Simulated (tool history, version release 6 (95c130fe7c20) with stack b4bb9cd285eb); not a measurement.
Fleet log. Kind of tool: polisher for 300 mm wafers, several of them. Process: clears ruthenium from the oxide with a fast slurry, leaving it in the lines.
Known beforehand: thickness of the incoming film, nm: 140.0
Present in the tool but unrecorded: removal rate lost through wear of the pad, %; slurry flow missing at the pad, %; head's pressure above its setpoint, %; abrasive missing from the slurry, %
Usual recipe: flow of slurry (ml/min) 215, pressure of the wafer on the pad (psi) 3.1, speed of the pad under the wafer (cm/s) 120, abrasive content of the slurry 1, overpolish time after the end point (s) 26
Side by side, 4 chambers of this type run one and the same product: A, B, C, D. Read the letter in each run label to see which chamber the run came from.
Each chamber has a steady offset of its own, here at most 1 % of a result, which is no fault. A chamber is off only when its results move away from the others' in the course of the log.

run	hour	flow of slurry (ml/min)	pressure of the wafer on the pad (psi)	speed of the pad under the wafer (cm/s)	abrasive content of the slurry	overpolish time after the end point (s)	wafers polished on this pad	hours since the slurry nozzle was cleaned	hours since the head pressure was calibrated	hours since the slurry blender was calibrated	time until the end point was called (s)	dishing of a wide line in a test structure (Å)
# hour 0.2: chamber B: worn pad replaced by a new one
1D	4.7	215	3.1	120	1	26	446	49.2	583.5	7.6	23.465	1111.4
2A	7.6	215	3.1	120	1	26	304	455.5	252.3	224.3	23.915	1087.3
3B	11.1	215	3.1	120	1	26	166	35.9	717.6	156.5	23.293	1068.6
4C	14.2	215	3.1	120	1	26	623	199.8	90.6	261.5	23.101	1092.3
# hour 17.7: chamber D: worn pad replaced by a new one
5A	19	215	3.1	120	1	26	477	466.9	263.7	235.7	23.464	1069.4
# hour 21.1: chamber A: slurry blender recalibrated
# hour 21.3: chamber C: slurry blender recalibrated
6C	23.2	215	3.1	120	1	26	759	208.8	99.6	1.9	22.96	1109.6
7D	27.6	215	3.1	120	1	26	150	72.1	606.4	30.5	23.154	1059.2
# hour 28.3: chamber B: slurry blender recalibrated
# hour 32.4: chamber C: worn pad replaced by a new one
8B	32.6	215	3.1	120	1	26	492	57.4	739.1	4.3	23.157	1095.4
# hour 33.2: chamber A: worn pad replaced by a new one
# hour 35.7: chamber B: worn pad replaced by a new one
9B	36.6	215	3.1	120	1	26	14	61.4	743.1	8.3	23.464	1092.3
10C	39.6	215	3.1	154	1	26	110	225.2	116	18.3	18.315	1302.7
11A	45.2	215	3.1	154	1	26	182	493.1	289.9	24.1	17.908	1288.3
12D	51.8	215	3.1	154	1	26	517	96.3	630.6	54.7	18.389	1309.2
# hour 54.8: chamber B: head pressure recalibrated
13D	57.9	215	3.1	154	1	26	610	102.4	636.7	60.8	18.776	1284.9
# hour 58.4: chamber D: worn pad replaced by a new one
14C	63.2	215	3.1	120	1	26	468	248.8	139.6	41.9	23.259	1063.6
15B	68.9	215	3.1	120	1	26	503	93.7	14.1	40.6	23.343	1076.5
16A	72.7	215	3.1	120	1	26	599	520.6	317.4	51.6	23.393	1066.6
# hour 72.9: chamber B: worn pad replaced by a new one
17C	76.7	215	3.1	120	1	26	672	262.3	153.1	55.4	23.517	1087.1
# hour 77.9: chamber A: worn pad replaced by a new one
18D	80.6	215	3.1	120	1	26	337	125.1	659.4	83.5	23.053	1041.9
19A	86.5	215	3.1	120	1	26	130	534.4	331.2	65.4	23.277	1076.1
# hour 86.7: chamber C: worn pad replaced by a new one
20B	90.2	215	3.1	120	1	26	263	115	35.4	61.9	23.436	1075
# hour 93.2: chamber D: worn pad replaced by a new one
21D	93.3	215	3.1	120	1	26	1	137.8	672.1	96.2	23.936	1088.2
22C	96.9	215	3.1	120	1	26	155	282.5	173.3	75.6	23.631	1082.3
23B	101.7	215	3.1	120	1	26	437	126.5	46.9	73.4	23.182	1068.8
24A	105.7	215	3.1	120	1	26	421	553.6	350.4	84.6	23.842	1076.4
# hour 106.5: chamber B: worn pad replaced by a new one
25C	109.9	215	3.1	120	1	26	353	295.5	186.3	88.6	22.88	1052.6
26A	113.6	215	3.1	120	1	26	541	561.5	358.3	92.5	23.67	1053.8
# hour 117.8: chamber A: worn pad replaced by a new one
27B	120.1	155	3.1	120	1	15	206	144.9	65.3	91.8	24.15	677.07
28D	123.2	155	3.1	120	1	15	455	167.7	702	126.1	24.935	661.55
29D	128.1	155	3.1	120	1	15	529	172.6	706.9	131	24.318	685.55
30B	134.7	155	3.1	120	1	15	427	159.5	79.9	106.4	24.067	688.08
# hour 136.3: chamber D: worn pad replaced by a new one
31C	140.1	215	3.1	120	1	26	811	325.7	216.5	118.8	23.237	1086.5
32A	144	215	3.6	120	1	26	397	591.9	388.7	122.9	20.588	1179.2
# hour 144.5: chamber C: worn pad replaced by a new one
# hour 147.2: chamber C: slurry nozzle cleaned
33D	149.8	215	3.6	120	1	26	206	194.3	728.6	152.7	20.575	1223.7
# hour 150.5: chamber B: worn pad replaced by a new one
# hour 150.7: chamber A: slurry nozzle cleaned
34B	154.9	215	3.6	120	1	26	67	179.7	100.1	126.6	20.297	1175.5
# hour 157.5: chamber A: worn pad replaced by a new one
35A	158.6	215	3.6	120	1	26	17	8	403.3	137.5	20.589	1159.7
36C	163.6	215	3.1	120	1	26	289	16.4	240	142.3	23.217	1072.2
37A	167.4	215	3.8	142	1	26	150	16.8	412.1	146.3	16.653	1413.7
38D	171.5	215	3.8	142	1	26	535	216	750.3	174.4	16.326	1414.3
39B	174.8	215	3.8	142	1	26	369	199.6	120	146.5	16.161	1381.1
40C	178.4	215	3.8	142	1	26	514	31.2	254.8	157.1	16.054	1381.8
# hour 178.9: chamber D: worn pad replaced by a new one
# hour 180.7: chamber B: slurry blender recalibrated
41D	182.5	215	3.1	120	1	41	55	227	761.3	185.4	22.851	1467
42A	186.5	215	3.1	120	1	41	440	35.9	431.2	165.4	23.205	1462.4
# hour 187.1: chamber B: worn pad replaced by a new one
43B	192.2	215	3.1	120	1	41	77	217	137.4	11.6	23.533	1428.9

Has any chamber moved away from the others, gradually or after a service, or does the common gauge drift, or do the chambers differ only by their own small steady offsets? State the chamber and the most likely cause if one applies.

The fleet is healthy, with each chamber sitting at its usual small offset and no drift in the gauge.

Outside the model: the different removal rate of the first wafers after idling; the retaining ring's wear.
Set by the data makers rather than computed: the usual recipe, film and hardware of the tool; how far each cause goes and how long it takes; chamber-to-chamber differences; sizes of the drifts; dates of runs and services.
